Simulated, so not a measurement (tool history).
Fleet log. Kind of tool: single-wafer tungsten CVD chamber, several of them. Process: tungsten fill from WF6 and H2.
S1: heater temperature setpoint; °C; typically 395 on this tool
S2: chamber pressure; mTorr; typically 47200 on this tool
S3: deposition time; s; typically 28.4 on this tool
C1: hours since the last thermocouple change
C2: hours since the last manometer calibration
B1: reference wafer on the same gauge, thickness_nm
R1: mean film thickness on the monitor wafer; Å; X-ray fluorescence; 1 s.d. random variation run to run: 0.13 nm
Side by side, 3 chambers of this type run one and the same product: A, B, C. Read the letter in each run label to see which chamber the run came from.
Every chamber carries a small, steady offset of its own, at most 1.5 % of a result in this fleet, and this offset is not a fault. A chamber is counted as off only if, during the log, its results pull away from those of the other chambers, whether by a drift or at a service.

run 1B hour=2.4 | S1=395 S2=47200 S3=28.4 | C1=836.5 C2=436.9 | B1=105.59 | R1=927.87
run 2C hour=6.5 | S1=395 S2=47200 S3=28.4 | C1=1230.8 C2=302.7 | B1=105.55 | R1=917.36
run 3A hour=10.1 | S1=395 S2=47200 S3=28.4 | C1=1058.7 C2=293.7 | B1=105.54 | R1=922.95
run 4B hour=12.1 | S1=395 S2=47200 S3=28.4 | C1=846.2 C2=446.6 | B1=105.54 | R1=926.78
run 5C hour=15.8 | S1=395 S2=42300 S3=31 | C1=1240.1 C2=312 | B1=105.51 | R1=954.26
run 6A hour=20 | S1=395 S2=42300 S3=31 | C1=1068.6 C2=303.6 | B1=105.46 | R1=957.52
run 7C hour=22 | S1=395 S2=42300 S3=31 | C1=1246.3 C2=318.2 | B1=105.47 | R1=952.36
run 8B hour=25.6 | S1=395 S2=47200 S3=28.4 | C1=859.7 C2=460.1 | B1=105.41 | R1=926.14
run 9A hour=28.7 | S1=395 S2=38900 S3=30.5 | C1=1077.3 C2=312.3 | B1=105.41 | R1=905.43
run 10A hour=32.6 | S1=395 S2=38900 S3=30.5 | C1=1081.2 C2=316.2 | B1=105.37 | R1=907.4
run 11C hour=35.6 | S1=395 S2=38900 S3=30.5 | C1=1259.9 C2=331.8 | B1=105.35 | R1=899.67
run 12B hour=38.3 | S1=395 S2=47200 S3=28.4 | C1=872.4 C2=472.8 | B1=105.34 | R1=923.56
run 13A hour=42.2 | S1=395 S2=47200 S3=28.4 | C1=1090.8 C2=325.8 | B1=105.28 | R1=921.06
run 14C hour=45.8 | S1=395 S2=47200 S3=28.4 | C1=1270.1 C2=342 | B1=105.33 | R1=916.35
run 15B hour=48.8 | S1=395 S2=47200 S3=28.4 | C1=882.9 C2=483.3 | B1=105.29 | R1=924.81
run 16C hour=53.2 | S1=395 S2=47200 S3=28.4 | C1=1277.5 C2=349.4 | B1=105.24 | R1=916.57
run 17B hour=56.9 | S1=395 S2=47200 S3=28.4 | C1=891 C2=491.4 | B1=105.2 | R1=924.81
run 18A hour=60.2 | S1=395 S2=47200 S3=28.4 | C1=1108.8 C2=343.8 | B1=105.21 | R1=918.54
run 19B hour=63.2 | S1=395 S2=43500 S3=28.4 | C1=897.3 C2=497.7 | B1=105.15 | R1=890.64
run 20A hour=67.5 | S1=395 S2=43500 S3=28.4 | C1=1116.1 C2=351.1 | B1=105.15 | R1=886.71
run 21C hour=70.3 | S1=395 S2=43500 S3=28.4 | C1=1294.6 C2=366.5 | B1=105.16 | R1=880.75
run 22C hour=74.2 | S1=395 S2=47200 S3=28.4 | C1=1298.5 C2=370.4 | B1=105.11 | R1=911.64
run 23A hour=77 | S1=395 S2=47200 S3=28.4 | C1=1125.6 C2=360.6 | B1=105.08 | R1=918.96
run 24B hour=79.2 | S1=383 S2=47200 S3=28.4 | C1=913.3 C2=513.7 | B1=105.09 | R1=731.19
run 25A hour=83.2 | S1=383 S2=47200 S3=28.4 | C1=1131.8 C2=366.8 | B1=105.03 | R1=728.71
run 26B hour=86.2 | S1=383 S2=47200 S3=28.4 | C1=920.3 C2=520.7 | B1=105.03 | R1=728.77
run 27C hour=88.2 | S1=395 S2=47200 S3=28.4 | C1=1312.5 C2=384.4 | B1=105.01 | R1=912.07
run 28A hour=91.9 | S1=395 S2=47200 S3=28.4 | C1=1140.5 C2=375.5 | B1=105.02 | R1=921.37

Next, every chamber runs the same settings. What will each give?
run 29A hour=95 | S1=404 S2=47200 S3=28.4 | R1=?
run 29B hour=95 | S1=404 S2=47200 S3=28.4 | R1=?
run 29C hour=95 | S1=404 S2=47200 S3=28.4 | R1=?

run=29A R1=1081.4
run=29B R1=1090.1
run=29C R1=1079.4
